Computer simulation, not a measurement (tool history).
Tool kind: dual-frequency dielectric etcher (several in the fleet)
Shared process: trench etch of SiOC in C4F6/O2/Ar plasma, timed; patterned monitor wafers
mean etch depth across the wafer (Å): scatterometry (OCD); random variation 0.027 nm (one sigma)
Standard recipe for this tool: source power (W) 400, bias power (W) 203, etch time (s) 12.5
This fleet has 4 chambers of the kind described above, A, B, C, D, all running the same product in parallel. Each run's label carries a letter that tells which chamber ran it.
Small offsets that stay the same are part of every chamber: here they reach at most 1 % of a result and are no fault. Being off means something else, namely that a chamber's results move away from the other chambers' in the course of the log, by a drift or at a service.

run	hour	source power (W)	bias power (W)	etch time (s)	hours since the last wet clean	hours since the last source power generator calibration	hours since the last bias power generator calibration	read-back reference wafer on the same gauge, depth_nm	mean etch depth across the wafer (Å)
1D	6.6	400	203	12.5	478.1	1094.6	3254.7	23.196	269.38
2B	11.7	400	203	12.5	376.7	1371.6	363	23.197	270.27
3A	17.9	400	203	12.5	177.4	414.2	1127.2	23.197	270.34
4C	28.1	400	203	12.5	149.8	1309.2	873.4	23.193	266.89
5C	36	400	203	12.5	157.7	1317.1	881.3	23.185	266.89
6A	42.4	310	230	12.5	201.9	438.7	1151.7	23.183	256.13
7B	48.2	310	230	12.5	413.2	1408.1	399.5	23.192	255.52
8D	53.5	310	230	12.5	525	1141.5	3301.6	23.186	253.97
9B	62.2	310	230	12.5	427.2	1422.1	413.5	23.186	254.96
# hour 66.4: chamber D: wet clean of the chamber
10D	70.9	400	203	12.5	4.5	1158.9	3319	23.176	268.96
11C	80.5	400	203	12.5	202.2	1361.6	925.8	23.179	267.14
12A	88.2	400	203	12.5	247.7	484.5	1197.5	23.174	269.92
13D	98	400	203	12.5	31.6	1186	3346.1	23.175	268.93
14B	107.5	400	203	12.5	472.5	1467.4	458.8	23.165	269.43
15A	115.9	400	203	12.5	275.4	512.2	1225.2	23.166	269.86
16C	122.4	400	203	12.5	244.1	1403.5	967.7	23.166	266.65
17A	128.8	400	203	12.5	288.3	525.1	1238.1	23.17	270.19
18D	134.4	400	203	12.5	68	1222.4	3382.5	23.164	269.33
19C	144.2	400	203	12.5	265.9	1425.3	989.5	23.16	266.29
20B	153.5	400	203	12.5	518.5	1513.4	504.8	23.159	269.83
# hour 156.4: chamber A: wet clean of the chamber
# hour 157.5: chamber B: wet clean of the chamber
21A	161.5	400	203	12.5	5.1	557.8	1270.8	23.151	270.25
22B	170.6	400	203	12.5	13.1	1530.5	521.9	23.145	269.52
23C	179.3	400	203	16	301	1460.4	1024.6	23.149	341.04
24D	185.5	400	203	16	119.1	1273.5	3433.6	23.141	343.93
25A	194.1	400	203	16	37.7	590.4	1303.4	23.145	345.48
26D	198.7	400	203	16	132.3	1286.7	3446.8	23.147	344.28
27C	204.2	400	203	12.5	325.9	1485.3	1049.5	23.136	266.28
28B	213.7	450	154	12.5	56.2	1573.6	565	23.139	259.05
29A	222.8	450	154	12.5	66.4	619.1	1332.1	23.135	258.91
30B	233	450	154	12.5	75.5	1592.9	584.3	23.134	258.78
31C	238	450	154	12.5	359.7	1519.1	1083.3	23.133	255.78
32D	243.7	400	203	9	177.3	1331.7	3491.8	23.124	193.42
33A	252.3	400	203	9	95.9	648.6	1361.6	23.129	193.83
34C	257.4	400	203	9	379.1	1538.5	1102.7	23.123	191.56
35D	267	400	203	9	200.6	1355	3515.1	23.132	193.4
36B	273.6	400	203	12.5	116.1	1633.5	624.9	23.125	269.18
37B	282.6	400	203	12.5	125.1	1642.5	633.9	23.122	268.8
38A	287.7	400	203	12.5	131.3	684	1397	23.113	269.46
39C	294.6	400	203	12.5	416.3	1575.7	1139.9	23.122	266.48
40D	304.6	400	203	12.5	238.2	1392.6	3552.7	23.11	268.08
41D	312.1	480	203	9.5	245.7	1400.1	3560.2	23.109	218.91
42C	317.7	480	203	9.5	439.4	1598.8	1163	23.107	217.45
43A	325	480	203	9.5	168.6	721.3	1434.3	23.11	219.13

Next, all 4 chambers run the settings below, one line each with question marks for the results. What does each chamber give?
44A	332.4	400	203	12.5					?
44B	332.4	400	203	12.5					?
44C	332.4	400	203	12.5					?
44D	332.4	400	203	12.5					?

run	mean etch depth across the wafer (Å)
44A	269.73
44B	269
44C	266.24
44D	268.24
